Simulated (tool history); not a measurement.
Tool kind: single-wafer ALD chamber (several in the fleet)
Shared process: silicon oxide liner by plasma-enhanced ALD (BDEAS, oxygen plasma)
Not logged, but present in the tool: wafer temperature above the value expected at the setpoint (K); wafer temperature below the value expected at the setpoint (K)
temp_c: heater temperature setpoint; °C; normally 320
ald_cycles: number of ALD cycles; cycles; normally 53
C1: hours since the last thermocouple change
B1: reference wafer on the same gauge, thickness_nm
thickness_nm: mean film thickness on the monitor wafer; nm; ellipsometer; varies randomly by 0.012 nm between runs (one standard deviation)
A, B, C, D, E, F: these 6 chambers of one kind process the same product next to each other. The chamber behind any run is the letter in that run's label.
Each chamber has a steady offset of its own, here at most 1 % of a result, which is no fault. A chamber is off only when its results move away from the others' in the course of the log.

run 1A hour=7.7 | temp_c=320 ald_cycles=53 | C1=46.6 | B1=5.1337 | thickness_nm=4.7718
run 2B hour=18.1 | temp_c=320 ald_cycles=53 | C1=544.6 | B1=5.1301 | thickness_nm=4.8087
run 3C hour=28.5 | temp_c=320 ald_cycles=53 | C1=926.4 | B1=5.1310 | thickness_nm=4.7907
run 4E hour=34.0 | temp_c=320 ald_cycles=53 | C1=1588.8 | B1=5.1269 | thickness_nm=4.7969
run 5F hour=40.1 | temp_c=320 ald_cycles=53 | C1=1978.8 | B1=5.1285 | thickness_nm=4.8166
run 6D hour=49.8 | temp_c=320 ald_cycles=53 | C1=866.2 | B1=5.1294 | thickness_nm=4.7897
run 7A hour=60.5 | temp_c=320 ald_cycles=53 | C1=99.4 | B1=5.1311 | thickness_nm=4.7903
run 8D hour=68.1 | temp_c=320 ald_cycles=53 | C1=884.5 | B1=5.1288 | thickness_nm=4.8045
run 9F hour=73.5 | temp_c=320 ald_cycles=53 | C1=2012.2 | B1=5.1324 | thickness_nm=4.8265
run 10E hour=83.2 | temp_c=320 ald_cycles=53 | C1=1638.0 | B1=5.1305 | thickness_nm=4.7945
run 11C hour=91.8 | temp_c=320 ald_cycles=53 | C1=989.7 | B1=5.1317 | thickness_nm=4.7849
-- hour=94.5 chamber F: thermocouple changed; heater temperature recalibrated
run 12B hour=103.4 | temp_c=320 ald_cycles=53 | C1=629.9 | B1=5.1314 | thickness_nm=4.8023
run 13D hour=113.6 | temp_c=320 ald_cycles=53 | C1=930.0 | B1=5.1307 | thickness_nm=4.7785
run 14A hour=119.1 | temp_c=320 ald_cycles=53 | C1=158.0 | B1=5.1268 | thickness_nm=4.7846
run 15F hour=124.8 | temp_c=320 ald_cycles=53 | C1=30.4 | B1=5.1344 | thickness_nm=4.8043
run 16C hour=133.4 | temp_c=320 ald_cycles=53 | C1=1031.3 | B1=5.1309 | thickness_nm=4.7894
run 17E hour=142.6 | temp_c=320 ald_cycles=53 | C1=1697.4 | B1=5.1283 | thickness_nm=4.7949
run 18B hour=150.5 | temp_c=320 ald_cycles=53 | C1=677.0 | B1=5.1276 | thickness_nm=4.8305
run 19F hour=157.0 | temp_c=320 ald_cycles=53 | C1=62.6 | B1=5.1311 | thickness_nm=4.8141
run 20B hour=162.1 | temp_c=320 ald_cycles=53 | C1=688.6 | B1=5.1291 | thickness_nm=4.8296
run 21A hour=171.6 | temp_c=320 ald_cycles=47 | C1=210.5 | B1=5.1278 | thickness_nm=4.2120
run 22C hour=182.9 | temp_c=320 ald_cycles=47 | C1=1080.8 | B1=5.1332 | thickness_nm=4.2479
run 23E hour=188.8 | temp_c=320 ald_cycles=47 | C1=1743.6 | B1=5.1293 | thickness_nm=4.2619
run 24D hour=199.6 | temp_c=320 ald_cycles=47 | C1=1016.0 | B1=5.1289 | thickness_nm=4.2532
run 25D hour=209.5 | temp_c=320 ald_cycles=47 | C1=1025.9 | B1=5.1290 | thickness_nm=4.2382
run 26F hour=217.2 | temp_c=320 ald_cycles=47 | C1=122.8 | B1=5.1280 | thickness_nm=4.2631
run 27B hour=224.0 | temp_c=325 ald_cycles=53 | C1=750.5 | B1=5.1314 | thickness_nm=4.7720
run 28C hour=230.0 | temp_c=325 ald_cycles=53 | C1=1127.9 | B1=5.1324 | thickness_nm=4.7261
run 29E hour=235.2 | temp_c=325 ald_cycles=53 | C1=1790.0 | B1=5.1289 | thickness_nm=4.7341
run 30A hour=244.9 | temp_c=325 ald_cycles=53 | C1=283.8 | B1=5.1305 | thickness_nm=4.7328
run 31E hour=255.8 | temp_c=325 ald_cycles=53 | C1=1810.6 | B1=5.1325 | thickness_nm=4.7574
run 32B hour=267.0 | temp_c=325 ald_cycles=53 | C1=793.5 | B1=5.1285 | thickness_nm=4.7603
run 33F hour=273.6 | temp_c=320 ald_cycles=53 | C1=179.2 | B1=5.1313 | thickness_nm=4.8147
run 34A hour=281.3 | temp_c=320 ald_cycles=53 | C1=320.2 | B1=5.1301 | thickness_nm=4.7617
run 35D hour=290.0 | temp_c=320 ald_cycles=53 | C1=1106.4 | B1=5.1271 | thickness_nm=4.7788
run 36C hour=297.3 | temp_c=320 ald_cycles=53 | C1=1195.2 | B1=5.1332 | thickness_nm=4.8088
run 37B hour=307.7 | temp_c=320 ald_cycles=53 | C1=834.2 | B1=5.1299 | thickness_nm=4.8275
run 38C hour=313.6 | temp_c=320 ald_cycles=53 | C1=1211.5 | B1=5.1305 | thickness_nm=4.7991

Which is it: a chamber that has drifted or been left off by a service, a gauge drift common to all chambers, or only each chamber's usual small offset? If a chamber is off, name it and its likeliest cause.

No chamber is off and the gauge is stable; the differences are just each chamber's small, constant offset.
